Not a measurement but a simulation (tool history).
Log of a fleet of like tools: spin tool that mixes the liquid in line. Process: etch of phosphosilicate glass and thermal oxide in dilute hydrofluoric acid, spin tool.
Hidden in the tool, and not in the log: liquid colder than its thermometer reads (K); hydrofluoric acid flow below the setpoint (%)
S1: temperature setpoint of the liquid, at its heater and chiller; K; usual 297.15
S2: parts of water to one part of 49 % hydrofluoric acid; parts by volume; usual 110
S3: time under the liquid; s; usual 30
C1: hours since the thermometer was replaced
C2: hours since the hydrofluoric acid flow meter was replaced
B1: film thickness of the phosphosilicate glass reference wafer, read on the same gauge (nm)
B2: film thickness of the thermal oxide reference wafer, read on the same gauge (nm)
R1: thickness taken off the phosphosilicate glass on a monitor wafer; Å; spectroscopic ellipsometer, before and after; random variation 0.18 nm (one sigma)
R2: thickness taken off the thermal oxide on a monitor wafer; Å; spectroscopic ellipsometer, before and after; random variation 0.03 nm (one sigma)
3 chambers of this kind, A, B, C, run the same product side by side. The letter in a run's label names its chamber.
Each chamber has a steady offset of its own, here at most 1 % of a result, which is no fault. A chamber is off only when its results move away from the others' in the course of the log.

run	hour	S1	S2	S3	C1	C2	B1	B2	R1	R2
1C	3.8	297.15	110	30	638.5	193.2	70.022	90.03	220.19	13.464
2B	9.3	297.15	110	30	403.8	421.1	70.007	89.982	217.01	12.401
3A	12.3	297.15	110	30	2385	1621.1	70.033	90.003	218.42	13.3
4C	18.2	297.15	110	30	652.9	207.6	70.015	89.994	219.79	13.147
5B	22.7	297.15	110	30	417.2	434.5	69.989	89.99	219.13	12.797
6A	26	297.15	110	30	2398.7	1634.8	69.997	90.015	221.12	13.321
7B	31.3	297.15	110	30	425.8	443.1	70.025	90.034	215.88	12.829
8A	34.3	297.15	110	30	2407	1643.1	70.011	89.988	215.84	13.329
9C	40.4	297.15	110	30	675.1	229.8	70.001	90	220.39	12.898
10A	46.3	297.15	110	30	2419	1655.1	69.996	89.993	219.93	13.194
11C	49.8	297.15	110	30	684.5	239.2	70.013	89.985	219.81	13.063
12B	55.4	297.15	110	30	449.9	467.2	69.992	90.001	220.07	13.036
13A	60.7	297.15	110	30	2433.4	1669.5	70.005	90.001	219.02	12.783
14B	66.2	297.15	110	30	460.7	478	69.979	90.017	216.48	12.37
15C	69.3	297.15	110	30	704	258.7	69.984	89.997	217.13	13.347
16A	73.3	297.15	110	30	2446	1682.1	70.026	90.014	217.3	13.469
17B	76.5	297.15	110	30	471	488.3	70.027	90.032	220.54	12.671
18C	82.4	297.15	110	30	717.1	271.8	69.98	90.056	214.97	13.019
19C	88.4	297.15	110	30	723.1	277.8	70.019	90.023	217.8	12.697
20A	93	297.15	110	30	2465.7	1701.8	70.004	90.005	222.51	13.453
21B	98.3	297.15	110	30	492.8	510.1	69.992	89.957	218.85	13.459
22C	101.1	297.15	110	30	735.8	290.5	69.997	89.987	215.42	12.29
23A	103.9	297.15	110	30	2476.6	1712.7	69.995	90.006	224.1	13.497
24B	106.8	297.15	110	30	501.3	518.6	69.986	89.992	217.89	12.758
25B	110.3	300.65	80	30	504.8	522.1	70.004	90.039	354.75	21.316
26C	113.7	300.65	80	30	748.4	303.1	69.997	89.979	368.08	21.383
27A	118	300.65	80	30	2490.7	1726.8	69.991	89.996	358.35	21.338
28B	123.2	297.15	110	30	517.7	535	70.005	89.979	216.49	13.129
29C	126.2	297.15	110	30	760.9	315.6	70.017	90.006	218.35	13.037
30A	129.3	297.15	110	30	2502	1738.1	70.019	90.007	220.22	13.521
31B	133.5	297.15	110	30	528	545.3	70.007	89.998	215.9	12.598
32C	136.6	297.15	110	30	771.3	326	69.98	89.996	214.73	13.039
33A	139.6	297.15	110	30	2512.3	1748.4	70	89.987	221.13	12.632
34B	144.6	297.15	110	30	539.1	556.4	69.984	90.002	217.32	13.387
35A	149.8	297.15	145	45	2522.5	1758.6	69.986	89.976	241.26	14.015
36C	153	297.15	145	45	787.7	342.4	70.026	90.002	237.13	13.384
37A	159.1	297.15	145	45	2531.8	1767.9	70.012	89.974	242.75	14.015
38C	162.2	293.15	110	30	796.9	351.6	70.02	90.001	187.82	11.019
39B	167.4	293.15	110	30	561.9	579.2	69.978	89.985	183.31	11.649
40B	173.3	293.15	110	30	567.8	585.1	70.022	89.981	186.74	11.06
41C	176.2	297.15	110	30	810.9	365.6	69.999	89.977	219.6	13.034
42A	182.2	297.15	110	30	2554.9	1791	70	89.981	216.64	13.328
43C	186.8	297.15	110	30	821.5	376.2	70.028	89.984	220.04	13.222
44A	189.6	297.15	110	30	2562.3	1798.4	69.997	90.017	221.26	13.496

Is one chamber off against the others, does the gauge drift, or is nothing wrong? If a chamber is off, say which, and what the likeliest cause is.

No chamber stands off beyond its own small offset, and the gauge holds steady.
